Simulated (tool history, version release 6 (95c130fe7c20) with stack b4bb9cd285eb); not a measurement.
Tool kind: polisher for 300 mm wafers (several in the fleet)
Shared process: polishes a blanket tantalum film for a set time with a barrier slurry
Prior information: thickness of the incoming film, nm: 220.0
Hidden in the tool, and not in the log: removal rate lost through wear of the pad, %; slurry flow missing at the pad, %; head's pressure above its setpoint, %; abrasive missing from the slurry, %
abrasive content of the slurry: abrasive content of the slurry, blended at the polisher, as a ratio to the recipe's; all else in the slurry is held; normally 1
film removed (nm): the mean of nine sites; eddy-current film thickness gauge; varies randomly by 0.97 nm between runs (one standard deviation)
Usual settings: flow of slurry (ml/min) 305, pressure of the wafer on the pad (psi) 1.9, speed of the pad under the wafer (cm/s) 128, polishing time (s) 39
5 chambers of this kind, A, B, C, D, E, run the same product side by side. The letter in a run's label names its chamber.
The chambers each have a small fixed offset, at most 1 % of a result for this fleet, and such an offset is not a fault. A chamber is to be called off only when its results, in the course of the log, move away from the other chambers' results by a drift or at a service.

| run | hour | flow of slurry (ml/min) | pressure of the wafer on the pad (psi) | speed of the pad under the wafer (cm/s) | abrasive content of the slurry | polishing time (s) | wafers polished on this pad | hours since the slurry nozzle was cleaned | hours since the head pressure was calibrated | hours since the slurry blender was calibrated | film removed (nm) |
|---|---|---|---|---|---|---|---|---|---|---|---|
| 1C | 6.0 | 305 | 1.9 | 128 | 1 | 39 | 998 | 281.7 | 522.8 | 187.6 | 89.759 |
| 2B | 14.5 | 305 | 1.9 | 128 | 1 | 39 | 441 | 33.1 | 436.4 | 141.0 | 88.525 |
|  | 20.3 | chamber D: worn pad replaced by a new one |
| 3A | 22.5 | 305 | 1.9 | 128 | 1 | 39 | 489 | 79.1 | 233.6 | 65.8 | 91.468 |
| 4E | 28.0 | 305 | 1.9 | 128 | 1 | 39 | 665 | 385.9 | 45.4 | 77.9 | 88.984 |
| 5D | 35.5 | 305 | 1.9 | 128 | 1 | 39 | 163 | 141.7 | 110.3 | 81.5 | 89.072 |
|  | 41.0 | chamber A: worn pad replaced by a new one |
| 6C | 42.9 | 305 | 1.9 | 128 | 1 | 39 | 1393 | 318.6 | 559.7 | 224.5 | 88.169 |
| 7E | 48.6 | 305 | 1.9 | 128 | 1 | 39 | 886 | 406.5 | 66.0 | 98.5 | 88.049 |
| 8A | 56.3 | 305 | 1.9 | 128 | 1 | 39 | 163 | 112.9 | 267.4 | 99.6 | 89.725 |
|  | 60.2 | chamber C: worn pad replaced by a new one |
| 9B | 62.7 | 305 | 1.9 | 128 | 1 | 39 | 957 | 81.3 | 484.6 | 189.2 | 88.532 |
| 10D | 68.9 | 305 | 1.9 | 128 | 1 | 39 | 521 | 175.1 | 143.7 | 114.9 | 88.187 |
|  | 73.1 | chamber E: worn pad replaced by a new one |
|  | 74.4 | chamber C: head pressure recalibrated |
| 11B | 75.1 | 305 | 1.9 | 128 | 1 | 39 | 1090 | 93.7 | 497.0 | 201.6 | 88.308 |
|  | 77.2 | chamber A: slurry blender recalibrated |
| 12D | 79.4 | 305 | 1.9 | 128 | 1 | 39 | 633 | 185.6 | 154.2 | 125.4 | 89.965 |
|  | 84.6 | chamber B: worn pad replaced by a new one |
| 13C | 85.0 | 305 | 1.9 | 128 | 1 | 39 | 265 | 360.7 | 10.6 | 266.6 | 88.003 |
|  | 85.9 | chamber B: slurry blender recalibrated |
| 14A | 91.9 | 305 | 1.9 | 128 | 1 | 39 | 545 | 148.5 | 303.0 | 14.7 | 89.641 |
| 15E | 97.0 | 305 | 1.9 | 128 | 1 | 39 | 256 | 454.9 | 114.4 | 146.9 | 89.931 |
|  | 99.9 | chamber A: worn pad replaced by a new one |
| 16B | 104.5 | 305 | 1.9 | 128 | 1 | 39 | 214 | 123.1 | 526.4 | 18.6 | 89.083 |
| 17D | 110.1 | 355 | 1.9 | 128 | 1 | 35 | 962 | 216.3 | 184.9 | 156.1 | 78.970 |
|  | 110.4 | chamber C: slurry blender recalibrated |
| 18C | 116.6 | 355 | 1.9 | 128 | 1 | 35 | 604 | 392.3 | 42.2 | 6.2 | 79.736 |
|  | 117.7 | chamber D: worn pad replaced by a new one |
| 19E | 122.8 | 355 | 1.9 | 128 | 1 | 35 | 532 | 480.7 | 140.2 | 172.7 | 79.514 |
| 20A | 129.8 | 355 | 1.9 | 128 | 1 | 35 | 320 | 186.4 | 340.9 | 52.6 | 81.491 |
| 21D | 137.3 | 355 | 1.9 | 128 | 1 | 35 | 210 | 243.5 | 212.1 | 183.3 | 80.170 |
| 22A | 143.0 | 305 | 1.9 | 128 | 1 | 39 | 461 | 199.6 | 354.1 | 65.8 | 90.661 |
| 23C | 150.5 | 305 | 1.9 | 128 | 1 | 39 | 967 | 426.2 | 76.1 | 40.1 | 87.575 |
|  | 153.9 | chamber A: worn pad replaced by a new one |
| 24E | 158.4 | 305 | 1.9 | 128 | 1 | 39 | 914 | 516.3 | 175.8 | 208.3 | 87.258 |
| 25B | 166.6 | 305 | 1.9 | 128 | 1 | 39 | 879 | 185.2 | 588.5 | 80.7 | 91.298 |
|  | 167.3 | chamber E: slurry nozzle cleaned |
| 26D | 171.8 | 305 | 1.9 | 128 | 1 | 39 | 580 | 278.0 | 246.6 | 217.8 | 84.778 |
|  | 177.8 | chamber E: worn pad replaced by a new one |
| 27C | 178.6 | 305 | 1.9 | 128 | 1 | 39 | 1268 | 454.3 | 104.2 | 68.2 | 89.348 |
| 28B | 186.5 | 305 | 2.5 | 128 | 1 | 39 | 1092 | 205.1 | 608.4 | 100.6 | 116.970 |
|  | 188.1 | chamber C: worn pad replaced by a new one |
|  | 190.3 | chamber A: slurry blender recalibrated |
| 29A | 191.1 | 305 | 2.5 | 128 | 1 | 39 | 399 | 247.7 | 402.2 | 0.8 | 117.820 |
| 30E | 196.2 | 305 | 2.5 | 128 | 1 | 39 | 197 | 29.0 | 213.6 | 246.1 | 118.400 |
| 31E | 200.8 | 305 | 2.5 | 128 | 1 | 39 | 246 | 33.6 | 218.2 | 250.7 | 116.660 |
|  | 204.4 | chamber C: slurry nozzle cleaned |
| 32C | 208.0 | 305 | 2.5 | 128 | 1 | 39 | 213 | 3.6 | 133.6 | 97.6 | 113.220 |
| 33B | 212.8 | 305 | 1.9 | 128 | 1 | 39 | 1374 | 231.4 | 634.7 | 126.9 | 89.328 |
|  | 213.5 | chamber A: worn pad replaced by a new one |
| 34A | 218.1 | 305 | 1.9 | 128 | 1 | 39 | 50 | 274.7 | 429.2 | 27.8 | 89.153 |
| 35D | 225.4 | 305 | 1.9 | 128 | 1 | 39 | 1154 | 331.6 | 300.2 | 271.4 | 81.330 |

Is one chamber out of step, is the gauge drifting, or do the chambers differ by no more than their own small offsets? For an off chamber, give its letter and the likeliest cause.

Little by little, chamber D moves away from the other chambers.
Most likely cause: abrasive missing from the slurry, % = 21.6.
The log may not separate it from: head's pressure below its setpoint, %.

Below are 4 candidate recipes for chamber D's next run, each the usual settings with a change, their results shown as question marks. Which of them brings D's results back in line with what the other chambers give on the usual settings?
In line means no further than this from the other chambers' mean on the usual settings: film removed (nm) 3.400
| 36D-1 | 231.9 | 305 | 1.9 | 124 | 1 | 37 |  |  |  |  | ? |
| 36D-2 | 231.9 | 305 | 1.8 | 122 | 1 | 37 |  |  |  |  | ? |
| 36D-3 | 231.9 | 305 | 1.9 | 136 | 1 | 42 |  |  |  |  | ? |
| 36D-4 | 231.9 | 305 | 1.9 | 132 | 1 | 41 |  |  |  |  | ? |

Other chambers, usual settings, mean: film removed (nm) 88.950
| run | film removed (nm) |
|---|---|
| 36D-1 | 76.039 |
| 36D-2 | 70.870 |
| 36D-3 | 94.538 |
| 36D-4 | 89.612 |
36D-4 puts the chamber back in line with the other chambers.
